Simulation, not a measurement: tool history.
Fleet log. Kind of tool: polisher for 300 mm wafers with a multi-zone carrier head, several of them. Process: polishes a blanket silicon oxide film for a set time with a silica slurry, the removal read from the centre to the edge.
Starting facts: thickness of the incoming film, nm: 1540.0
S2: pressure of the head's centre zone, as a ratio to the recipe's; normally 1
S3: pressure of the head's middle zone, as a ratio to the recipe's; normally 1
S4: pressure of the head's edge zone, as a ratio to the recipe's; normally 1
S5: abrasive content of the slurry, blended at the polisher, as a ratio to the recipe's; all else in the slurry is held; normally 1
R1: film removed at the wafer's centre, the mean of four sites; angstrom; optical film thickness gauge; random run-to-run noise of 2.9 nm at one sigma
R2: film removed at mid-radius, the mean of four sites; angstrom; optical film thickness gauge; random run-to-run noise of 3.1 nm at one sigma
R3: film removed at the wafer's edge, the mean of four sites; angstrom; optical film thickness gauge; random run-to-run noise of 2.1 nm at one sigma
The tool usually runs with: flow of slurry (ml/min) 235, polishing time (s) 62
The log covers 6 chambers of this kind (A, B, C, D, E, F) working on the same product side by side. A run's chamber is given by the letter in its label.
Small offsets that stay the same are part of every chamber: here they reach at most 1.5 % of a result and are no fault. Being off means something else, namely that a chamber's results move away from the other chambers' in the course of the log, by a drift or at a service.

-- hour=2.1 chamber B: worn pad replaced by a new one
run 1F hour=5.7 | flow_of_slurry_(ml/min)=235 S2=1 S3=1 S4=1 S5=1 polishing_time_(s)=62 | R1=2568.1 R2=2557.5 R3=2621.7
run 2B hour=9.4 | flow_of_slurry_(ml/min)=235 S2=1 S3=1 S4=1 S5=1 polishing_time_(s)=62 | R1=2549.2 R2=2609.5 R3=2600.7
-- hour=14.2 chamber D: edge zone pressure recalibrated
run 3D hour=14.5 | flow_of_slurry_(ml/min)=235 S2=1 S3=1 S4=1 S5=1 polishing_time_(s)=62 | R1=2576.5 R2=2602.9 R3=2577.6
-- hour=16.2 chamber E: slurry nozzle cleaned
run 4A hour=19.5 | flow_of_slurry_(ml/min)=235 S2=1 S3=1 S4=1 S5=1 polishing_time_(s)=62 | R1=2546.1 R2=2561 R3=2590.7
-- hour=22.5 chamber E: worn pad replaced by a new one
run 5C hour=22.9 | flow_of_slurry_(ml/min)=235 S2=1 S3=1 S4=1 S5=1 polishing_time_(s)=62 | R1=2585.9 R2=2547.9 R3=2570.7
run 6E hour=28.3 | flow_of_slurry_(ml/min)=235 S2=1 S3=1 S4=1 S5=1 polishing_time_(s)=62 | R1=2530.5 R2=2562.8 R3=2555.5
-- hour=32.7 chamber D: worn pad replaced by a new one
-- hour=33.3 chamber C: edge zone pressure recalibrated
run 7A hour=34.2 | flow_of_slurry_(ml/min)=235 S2=1.11 S3=1 S4=0.94 S5=1 polishing_time_(s)=62 | R1=2901.6 R2=2618.7 R3=2481.2
-- hour=35.5 chamber F: worn pad replaced by a new one
run 8F hour=37.8 | flow_of_slurry_(ml/min)=235 S2=1.11 S3=1 S4=0.94 S5=1 polishing_time_(s)=62 | R1=2910.1 R2=2576.8 R3=2505.3
-- hour=38.3 chamber C: worn pad replaced by a new one
-- hour=40.7 chamber A: worn pad replaced by a new one
run 9D hour=42.1 | flow_of_slurry_(ml/min)=235 S2=1.11 S3=1 S4=0.94 S5=1 polishing_time_(s)=62 | R1=2844.9 R2=2596.6 R3=2538.1
run 10E hour=47.2 | flow_of_slurry_(ml/min)=235 S2=1.11 S3=1 S4=0.94 S5=1 polishing_time_(s)=62 | R1=2860.8 R2=2561.3 R3=2479.2
run 11C hour=52.6 | flow_of_slurry_(ml/min)=235 S2=1.11 S3=1 S4=0.94 S5=1 polishing_time_(s)=62 | R1=2882.5 R2=2592.1 R3=2492.5
run 12B hour=56.7 | flow_of_slurry_(ml/min)=235 S2=1.11 S3=1 S4=0.94 S5=1 polishing_time_(s)=62 | R1=2822.8 R2=2566.7 R3=2489.6
run 13A hour=59.4 | flow_of_slurry_(ml/min)=235 S2=1 S3=1 S4=1 S5=1 polishing_time_(s)=62 | R1=2573.4 R2=2579.3 R3=2584.2
run 14B hour=62.2 | flow_of_slurry_(ml/min)=235 S2=1 S3=1 S4=1 S5=1 polishing_time_(s)=62 | R1=2581.6 R2=2631 R3=2564.8
-- hour=62.8 chamber B: worn pad replaced by a new one
-- hour=68.1 chamber A: centre zone pressure recalibrated
run 15C hour=68.3 | flow_of_slurry_(ml/min)=300 S2=1 S3=1 S4=1 S5=1 polishing_time_(s)=79 | R1=3395.5 R2=3380.6 R3=3313.9
-- hour=69.1 chamber E: worn pad replaced by a new one
run 16D hour=72 | flow_of_slurry_(ml/min)=300 S2=1 S3=1 S4=1 S5=1 polishing_time_(s)=79 | R1=3374.4 R2=3416.4 R3=3391
-- hour=73.5 chamber B: edge zone pressure recalibrated
run 17F hour=75.7 | flow_of_slurry_(ml/min)=300 S2=1 S3=1 S4=1 S5=1 polishing_time_(s)=79 | R1=3345.6 R2=3324.6 R3=3340.3
run 18E hour=81.7 | flow_of_slurry_(ml/min)=300 S2=1 S3=1 S4=1 S5=1 polishing_time_(s)=79 | R1=3343.2 R2=3431.8 R3=3276.9
-- hour=82.4 chamber B: centre zone pressure recalibrated
-- hour=84.1 chamber C: worn pad replaced by a new one
run 19E hour=87.4 | flow_of_slurry_(ml/min)=300 S2=1 S3=1 S4=1 S5=1 polishing_time_(s)=79 | R1=3344.7 R2=3362.5 R3=3331.5
-- hour=90.1 chamber A: edge zone pressure recalibrated
run 20D hour=92 | flow_of_slurry_(ml/min)=300 S2=1 S3=1 S4=1 S5=1 polishing_time_(s)=79 | R1=3373.8 R2=3437.3 R3=3412.3
-- hour=97.8 chamber F: worn pad replaced by a new one
run 21B hour=97.9 | flow_of_slurry_(ml/min)=235 S2=1 S3=1 S4=1 S5=1 polishing_time_(s)=62 | R1=2508.3 R2=2620.8 R3=2564.2
-- hour=102.2 chamber D: worn pad replaced by a new one
run 22F hour=104 | flow_of_slurry_(ml/min)=235 S2=1 S3=1 S4=1 S5=1 polishing_time_(s)=62 | R1=2562.2 R2=2539.8 R3=2622.6
run 23A hour=108.2 | flow_of_slurry_(ml/min)=235 S2=1 S3=1 S4=1 S5=1 polishing_time_(s)=62 | R1=2350.6 R2=2623.1 R3=2605.6
run 24C hour=113.2 | flow_of_slurry_(ml/min)=235 S2=1 S3=1 S4=1 S5=1 polishing_time_(s)=62 | R1=2532.7 R2=2559.7 R3=2554.4
-- hour=118 chamber B: worn pad replaced by a new one
run 25B hour=118.2 | flow_of_slurry_(ml/min)=235 S2=1 S3=1 S4=1 S5=1 polishing_time_(s)=62 | R1=2555.2 R2=2621.5 R3=2586.1
-- hour=121.2 chamber E: worn pad replaced by a new one
-- hour=122.5 chamber A: worn pad replaced by a new one
run 26A hour=123 | flow_of_slurry_(ml/min)=235 S2=1 S3=1 S4=1 S5=1 polishing_time_(s)=62 | R1=2307 R2=2553.5 R3=2592.1
run 27F hour=125.9 | flow_of_slurry_(ml/min)=235 S2=1 S3=1 S4=1 S5=1 polishing_time_(s)=62 | R1=2544.9 R2=2516.6 R3=2551
-- hour=126.9 chamber C: worn pad replaced by a new one
run 28C hour=130.6 | flow_of_slurry_(ml/min)=235 S2=1 S3=1 S4=1 S5=1 polishing_time_(s)=62 | R1=2565.1 R2=2596.1 R3=2581.4
run 29D hour=136.1 | flow_of_slurry_(ml/min)=235 S2=1 S3=1 S4=1 S5=1 polishing_time_(s)=62 | R1=2546.7 R2=2632.7 R3=2557.3
run 30E hour=139 | flow_of_slurry_(ml/min)=235 S2=1 S3=1 S4=1 S5=1 polishing_time_(s)=62 | R1=2576.6 R2=2563.7 R3=2552.1
run 31E hour=142 | flow_of_slurry_(ml/min)=235 S2=1 S3=1 S4=1 S5=1 polishing_time_(s)=62 | R1=2559.6 R2=2527.2 R3=2570.8
run 32D hour=146.9 | flow_of_slurry_(ml/min)=235 S2=1 S3=1 S4=1 S5=1 polishing_time_(s)=62 | R1=2557.5 R2=2566.9 R3=2620.9
-- hour=151.1 chamber C: slurry nozzle cleaned
run 33B hour=151.2 | flow_of_slurry_(ml/min)=235 S2=1 S3=1 S4=1 S5=1 polishing_time_(s)=62 | R1=2520.8 R2=2641 R3=2558.6
run 34C hour=156.7 | flow_of_slurry_(ml/min)=235 S2=1 S3=1 S4=1 S5=1 polishing_time_(s)=62 | R1=2537.2 R2=2512.4 R3=2551.8
-- hour=159.3 chamber F: worn pad replaced by a new one
run 35A hour=159.6 | flow_of_slurry_(ml/min)=235 S2=1 S3=1 S4=1 S5=1 polishing_time_(s)=62 | R1=2316.6 R2=2611.1 R3=2602.3
run 36F hour=164 | flow_of_slurry_(ml/min)=235 S2=1 S3=1 S4=1 S5=1 polishing_time_(s)=62 | R1=2572.8 R2=2584.8 R3=2603.5

Does one chamber stand apart from the rest, does the shared gauge drift, or is all well apart from small per-chamber offsets? Give the chamber and the most likely cause, where there is one.

A service left chamber A off against the others.
What lies behind it: centre zone's pressure below its setpoint, % = 7.12.

Which of the 4 candidates below, each the usual settings with something changed and its results left as question marks, puts chamber A back in line with what the other chambers give on the usual settings?
To be in line, a result may differ from the other chambers' mean on the usual settings by at most: R1 100 angstrom; R2 110 angstrom; R3 73 angstrom
run 37A-1 hour=168.4 | flow_of_slurry_(ml/min)=230 S2=0.93 S3=1.01 S4=1.03 S5=1 polishing_time_(s)=62 | R1=? R2=? R3=?
run 37A-2 hour=168.4 | flow_of_slurry_(ml/min)=245 S2=1.13 S3=0.98 S4=0.95 S5=1 polishing_time_(s)=63 | R1=? R2=? R3=?
run 37A-3 hour=168.4 | flow_of_slurry_(ml/min)=225 S2=0.87 S3=1.02 S4=1.05 S5=1 polishing_time_(s)=61 | R1=? R2=? R3=?
run 37A-4 hour=168.4 | flow_of_slurry_(ml/min)=240 S2=1.07 S3=0.99 S4=0.97 S5=1 polishing_time_(s)=62 | R1=? R2=? R3=?

Other chambers, usual settings, mean: R1 2561.3 angstrom; R2 2574.8 angstrom; R3 2568.5 angstrom
run=37A-1 R1=2155.3 R2=2588.3 R3=2630.1
run=37A-2 R1=2738.9 R2=2575 R3=2577.3
run=37A-3 R1=1961.8 R2=2563.5 R3=2608.7
run=37A-4 R1=2532.1 R2=2552.5 R3=2558.8
37A-4 is the one that brings the chamber's results back in line with the other chambers.
